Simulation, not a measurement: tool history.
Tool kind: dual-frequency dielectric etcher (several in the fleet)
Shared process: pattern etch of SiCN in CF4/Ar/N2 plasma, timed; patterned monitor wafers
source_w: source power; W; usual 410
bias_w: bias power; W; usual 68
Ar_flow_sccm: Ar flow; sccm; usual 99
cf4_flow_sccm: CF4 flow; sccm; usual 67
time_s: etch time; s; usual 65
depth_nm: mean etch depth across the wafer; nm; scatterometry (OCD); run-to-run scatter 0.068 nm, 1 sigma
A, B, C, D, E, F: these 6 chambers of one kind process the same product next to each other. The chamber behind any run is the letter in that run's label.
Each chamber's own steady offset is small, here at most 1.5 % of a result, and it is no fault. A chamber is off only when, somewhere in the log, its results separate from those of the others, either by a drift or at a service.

run,hour,source_w,bias_w,Ar_flow_sccm,cf4_flow_sccm,time_s,hours since the last wet clean,hours since the last source power generator calibration,hours since the last bias power generator calibration,hours since the last Ar flow controller change,hours since the last CF4 flow controller change,"read-back reference wafer on the same gauge, depth_nm",depth_nm
1F,3.4,410,68,99,67,65,231.1,4672.7,901.2,1400.6,844.2,41.212,50.389
2A,7.9,410,68,99,67,65,210.3,511.5,2150.9,911.7,2397.5,41.175,50.336
3C,11.5,410,68,99,67,65,84.2,287.5,1435.1,921.3,1488.9,41.178,49.881
4E,16.1,410,68,99,67,65,413.9,2180.8,1851.9,2312.8,2333.4,41.178,49.638
5B,20.8,410,68,99,67,65,154.8,2585.4,3370,1152.1,4073.1,41.181,50.028
6D,26.1,410,68,99,67,65,472.3,1288.1,3975,817.6,230,41.162,49.694
7E,28.7,410,68,99,67,65,426.5,2193.4,1864.5,2325.4,2346,41.151,49.514
8B,31.6,410,68,99,67,65,165.6,2596.2,3380.8,1162.9,4083.9,41.151,49.974
9C,36.1,410,68,99,67,65,108.8,312.1,1459.7,945.9,1513.5,41.139,49.929
10A,39.5,410,61,99,82,65,241.9,543.1,2182.5,943.3,2429.1,41.143,50.084
11D,44.3,410,61,99,82,65,490.5,1306.3,3993.2,835.8,248.2,41.129,49.263
12F,49.6,410,61,99,82,65,277.3,4718.9,947.4,1446.8,890.4,41.128,49.94
13E,53.8,410,61,99,82,65,451.6,2218.5,1889.6,2350.5,2371.1,41.119,49.171
14C,58.6,410,61,99,82,65,131.3,334.6,1482.2,968.4,1536,41.11,49.476
15F,63.9,410,61,99,82,65,291.6,4733.2,961.7,1461.1,904.7,41.107,49.846
16A,66.4,410,68,99,67,65,268.8,570,2209.4,970.2,2456,41.119,50.294
17B,69.5,410,68,99,67,65,203.5,2634.1,3418.7,1200.8,4121.8,41.102,49.849
18D,73.3,410,68,99,67,65,519.5,1335.3,4022.2,864.8,277.2,41.092,49.555
19A,77.2,410,68,99,67,65,279.6,580.8,2220.2,981,2466.8,41.081,50.262
20D,80,410,68,99,67,65,526.2,1342,4028.9,871.5,283.9,41.078,49.64
21C,85.1,410,68,99,67,65,157.8,361.1,1508.7,994.9,1562.5,41.073,49.776
# hour 86.1: chamber E: wet clean of the chamber
22E,89.8,410,68,99,67,65,3.8,2254.5,1925.6,2386.5,2407.1,41.067,49.488
23B,95.4,410,68,99,67,65,229.4,2660,3444.6,1226.7,4147.7,41.062,49.829
24F,98.9,410,68,80,67,65,326.6,4768.2,996.7,1496.1,939.7,41.056,51.77
25F,103.3,410,68,80,67,65,331,4772.6,1001.1,1500.5,944.1,41.037,51.644
26A,107.9,410,68,80,67,65,310.3,611.5,2250.9,1011.7,2497.5,41.046,51.831
27B,112.1,410,68,80,67,65,246.1,2676.7,3461.3,1243.4,4164.4,41.042,51.393
28C,115.4,410,68,80,67,65,188.1,391.4,1539,1025.2,1592.8,41.054,51.241
29D,120.8,410,68,80,67,65,567,1382.8,4069.7,912.3,324.7,41.023,50.954
# hour 121.5: chamber F: wet clean of the chamber
30E,126.2,410,68,99,67,65,40.2,2290.9,1962,2422.9,2443.5,41.009,49.433
31B,128.9,410,68,99,67,65,262.9,2693.5,3478.1,1260.2,4181.2,41.004,49.812
32D,134.5,410,68,99,67,65,580.7,1396.5,4083.4,926,338.4,41.003,49.465
33E,138.6,410,74,99,62,65,52.6,2303.3,1974.4,2435.3,2455.9,40.975,50.288
34C,143.3,410,74,99,62,65,216,419.3,1566.9,1053.1,1620.7,40.986,50.616
35F,146.1,410,74,99,62,65,24.7,4815.4,1043.9,1543.3,986.9,40.985,51.042
36A,149.2,410,74,99,62,65,351.6,652.8,2292.2,1053,2538.8,40.988,51.042
37F,154.5,410,74,99,62,65,33.1,4823.8,1052.3,1551.7,995.3,40.971,50.921

For the next run the whole fleet of 6 chambers uses the same settings. Give each chamber's results:
38A,158.6,480,68,99,67,65,,,,,,,?
38B,158.6,480,68,99,67,65,,,,,,,?
38C,158.6,480,68,99,67,65,,,,,,,?
38D,158.6,480,68,99,67,65,,,,,,,?
38E,158.6,480,68,99,67,65,,,,,,,?
38F,158.6,480,68,99,67,65,,,,,,,?

run,depth_nm
38A,57.628
38B,56.903
38C,56.823
38D,56.73
38E,56.532
38F,57.325
